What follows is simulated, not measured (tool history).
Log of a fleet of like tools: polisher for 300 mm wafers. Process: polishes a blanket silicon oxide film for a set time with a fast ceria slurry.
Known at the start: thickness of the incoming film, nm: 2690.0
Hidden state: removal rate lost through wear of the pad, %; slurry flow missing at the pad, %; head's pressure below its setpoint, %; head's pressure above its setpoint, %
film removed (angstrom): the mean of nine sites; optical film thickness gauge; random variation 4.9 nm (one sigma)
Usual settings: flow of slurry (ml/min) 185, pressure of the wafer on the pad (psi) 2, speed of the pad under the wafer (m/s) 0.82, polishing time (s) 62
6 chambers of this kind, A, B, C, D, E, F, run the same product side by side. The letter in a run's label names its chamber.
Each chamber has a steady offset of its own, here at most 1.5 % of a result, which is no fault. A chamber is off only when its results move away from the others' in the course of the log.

run   hour  flow of slurry (ml/min)  pressure of the wafer on the pad (psi)  speed of the pad under the wafer (m/s)  polishing time (s)  wafers polished on this pad  hours since the slurry nozzle was cleaned  hours since the head pressure was calibrated  film removed (angstrom)
 1C    8.7                      185                                       2                                    0.82                  62                          281                                       20.8                                         620.8                   6553.6
 2F   20.7                      185                                       2                                    0.82                  62                          970                                       67.4                                         427.7                   6471.1
 3A   33.5                      185                                       2                                    0.82                  62                         1294                                       35.4                                         381.4                     6422
      37.2  -- chamber E: slurry nozzle cleaned
      40.4  -- chamber D: worn pad replaced by a new one
 4B   41.6                      185                                       2                                    0.82                  62                          959                                      134.2                                         390.5                   6544.8
        42  -- chamber B: worn pad replaced by a new one
      43.3  -- chamber E: worn pad replaced by a new one
      52.5  -- chamber A: worn pad replaced by a new one
 5D   55.5                      185                                       2                                    0.82                  62                          130                                       67.7                                         537.1                   6558.9
      60.6  -- chamber C: worn pad replaced by a new one
 6E   66.4                      185                                       2                                    0.82                  62                          200                                       29.2                                         609.3                   6379.9
      76.1  -- chamber F: worn pad replaced by a new one
 7A   79.4                      185                                       2                                    0.82                  62                          233                                       81.3                                         427.3                   6489.3
 8E   87.6                      185                                       2                                    0.82                  62                          383                                       50.4                                         630.5                   6395.3
 9C   96.1                      185                                       2                                    0.82                  62                          307                                      108.2                                         708.2                   6586.8
10F  108.6                      185                                       2                                    0.82                  62                          281                                      155.3                                         515.6                   6448.2
     117.7  -- chamber E: worn pad replaced by a new one
11B  118.2                      185                                       2                                    0.82                  62                          658                                      210.8                                         467.1                   6605.2
12D  128.8                      185                                       2                                    0.82                  62                          764                                        141                                         610.4                   6541.7
     130.3  -- chamber C: worn pad replaced by a new one
13E  137.5                      185                                       2                                    0.82                  54                          171                                      100.3                                         680.4                   5603.6
14D  148.5                      185                                       2                                    0.82                  54                          934                                      160.7                                         630.1                   5717.1
15B  156.4                      185                                       2                                    0.82                  54                          988                                        249                                         505.3                   5726.5
     158.3  -- chamber B: worn pad replaced by a new one
16F  164.6                      185                                       2                                    0.82                  54                          765                                      211.3                                         571.6                   5592.6
17C  173.7                      185                                       2                                    0.82                  54                          375                                      185.8                                         785.8                   5693.3
     174.1  -- chamber D: worn pad replaced by a new one
18A  183.9                      185                                       2                                    0.82                  54                         1136                                      185.8                                         531.8                   5468.9
     186.5  -- chamber E: worn pad replaced by a new one
19A  193.8                      185                                       2                                    0.82                  62                         1221                                      195.7                                         541.7                   6339.9
20B  200.2                      185                                       2                                    0.82                  62                          362                                      292.8                                         549.1                   6536.8
     201.2  -- chamber A: worn pad replaced by a new one
     209.6  -- chamber C: worn pad replaced by a new one
     213.7  -- chamber D: slurry nozzle cleaned
21F  214.6                      185                                     2.5                                    0.82                  47                         1197                                      261.3                                         621.6                   6210.8
22E  222.1                      185                                     2.5                                    0.82                  47                          307                                      184.9                                           765                   6167.3
23C  230.9                      185                                     2.5                                    0.82                  47                          184                                        243                                           843                   6306.5
       243  -- chamber F: slurry nozzle cleaned
24D  243.9                      185                                     2.5                                    0.82                  47                          603                                       30.3                                         725.5                   6212.2
25C  253.3                      185                                     2.5                                    0.82                  47                          378                                      265.4                                         865.4                   6261.7
     257.5  -- chamber F: worn pad replaced by a new one
26B  260.3                      185                                     2.5                                    0.82                  47                          881                                      352.9                                         609.2                   6099.6
     262.6  -- chamber E: worn pad replaced by a new one
27D  268.3                      185                                       2                                    0.82                  62                          814                                       54.7                                         749.9                   6546.4
     276.4  -- chamber B: worn pad replaced by a new one
28A  280.3                      185                                       2                                    0.82                  62                          683                                      282.2                                         628.2                   6203.9
     285.9  -- chamber C: worn pad replaced by a new one
29F    289                      185                                       2                                    0.82                  62                          272                                         46                                           696                   6473.4
30E  297.9                      185                                       2                                    0.82                  62                          305                                      260.7                                         840.8                   6447.3
31C  304.7                      185                                       2                                    0.82                  62                          162                                      316.8                                         916.8                   6599.1
32B  314.6                      160                                       2                                    0.82                  72                          330                                      407.2                                         663.5                   7525.5
     316.8  -- chamber D: worn pad replaced by a new one
33D  327.5                      160                                       2                                    0.82                  72                           92                                      113.9                                         809.1                   7433.7
       334  -- chamber E: worn pad replaced by a new one
34E  337.6                      160                                       2                                    0.82                  72                           31                                      300.4                                         880.5                   7305.1
35F  346.8                      160                                       2                                    0.82                  72                          771                                      103.8                                         753.8                   7374.3
     347.1  -- chamber A: worn pad replaced by a new one
36A  355.7                      160                                       2                                    0.82                  72                           74                                      357.6                                         703.6                   6915.5
     359.2  -- chamber C: worn pad replaced by a new one
37C  368.9                      160                                       2                                    0.82                  72                           84                                        381                                           981                   7478.7

All 6 chambers run these settings next. Forecast each chamber's results:
38A  379.4                      185                                       2                                    0.82                  62                                                                                                                                              ?
38B  379.4                      185                                       2                                    0.82                  62                                                                                                                                              ?
38C  379.4                      185                                       2                                    0.82                  62                                                                                                                                              ?
38D  379.4                      185                                       2                                    0.82                  62                                                                                                                                              ?
38E  379.4                      185                                       2                                    0.82                  62                                                                                                                                              ?
38F  379.4                      185                                       2                                    0.82                  62                                                                                                                                              ?

run  film removed (angstrom)
38A                     6105
38B                   6523.9
38C                   6604.1
38D                   6550.3
38E                   6414.5
38F                     6409
